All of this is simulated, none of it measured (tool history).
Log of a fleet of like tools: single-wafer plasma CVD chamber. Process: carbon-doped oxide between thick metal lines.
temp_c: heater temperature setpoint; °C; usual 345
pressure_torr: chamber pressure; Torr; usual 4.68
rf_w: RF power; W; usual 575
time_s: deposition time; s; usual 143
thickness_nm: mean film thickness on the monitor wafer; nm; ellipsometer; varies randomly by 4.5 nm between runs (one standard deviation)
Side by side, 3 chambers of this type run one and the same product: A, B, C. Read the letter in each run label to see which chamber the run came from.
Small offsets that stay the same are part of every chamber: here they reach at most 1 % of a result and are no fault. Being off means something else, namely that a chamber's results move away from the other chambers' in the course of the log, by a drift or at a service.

run,hour,temp_c,pressure_torr,rf_w,time_s,"read-back reference wafer on the same gauge, thickness_nm",thickness_nm
1B,9.5,345,4.68,575,143,725.04,790.16
# hour 13.2: chamber C: capacitance manometer re-zeroed and calibrated
2A,20.1,345,4.68,575,143,725.7,791.92
3C,30.8,345,4.68,575,143,725.14,780.64
4B,39.7,345,4.68,575,143,725.23,790.03
5A,46.9,345,4.68,575,143,725.23,775.24
6C,52.5,345,4.68,575,143,725.08,787.49
7C,58,345,4.68,575,143,726.34,794.38
8A,67.7,345,4.68,575,143,724.92,784.13
9B,79.4,345,4.68,575,143,725.51,805.9
10B,89.5,345,4.68,575,143,725.3,784.28
11A,101.3,345,4.68,575,143,725.57,779.77
12C,112.2,345,5.66,575,120,724.82,681.33
13A,123.7,345,5.66,575,120,723.97,678.81
14B,135.5,345,5.66,575,120,724.04,680.55
15C,144,345,4.68,575,143,724.58,786.71
16C,150.2,345,4.68,575,143,725.64,793.49
17B,156.4,345,4.68,575,143,724.92,792.25
18A,167.1,345,4.68,575,143,724.01,786.79
19B,174.4,345,4.68,575,143,724.54,787.83
# hour 179: chamber A: RF generator calibrated
20C,184.8,345,4.68,575,143,725.5,791.47
21A,194.7,345,4.68,575,143,725.06,784.3
22B,202.6,345,4.68,575,143,725.75,793.64
23A,210.8,345,4.68,575,143,725.38,773.95
24C,222.3,345,4.68,575,143,726.2,789.44
25C,231.6,345,4.68,575,143,724.81,789.3
# hour 238: chamber B: RF generator calibrated
26B,243.7,345,4.68,575,143,725.35,798.59
27A,252.1,345,4.68,575,143,724.79,783.44
28B,258.4,345,3.56,575,120,725.01,643.53
29A,267.2,345,3.56,575,120,724.12,635.96
30C,276.9,345,3.56,575,120,725.48,638
31C,288.9,345,4.68,575,143,725.31,798.46
32B,300,345,4.68,575,143,724.89,791.92
33A,308.5,345,4.68,575,143,726.04,785.33
34A,315.4,345,4.68,575,143,724.29,783.56
35B,326.5,345,4.68,575,143,724.15,793.53
36C,337.4,336,4.68,575,133,725.45,757.26
37C,343.7,336,4.68,575,133,725.59,753.02
38A,352.5,336,4.68,575,133,724.76,745.54
39B,358.6,345,4.68,575,143,725.37,791.24
40B,368.6,345,4.68,575,143,725,801.27

Next, every chamber runs the same settings. What will each give?
41A,377.4,345,4.68,575,143,,?
41B,377.4,345,4.68,575,143,,?
41C,377.4,345,4.68,575,143,,?

run,thickness_nm
41A,775.38
41B,797.76
41C,794.36
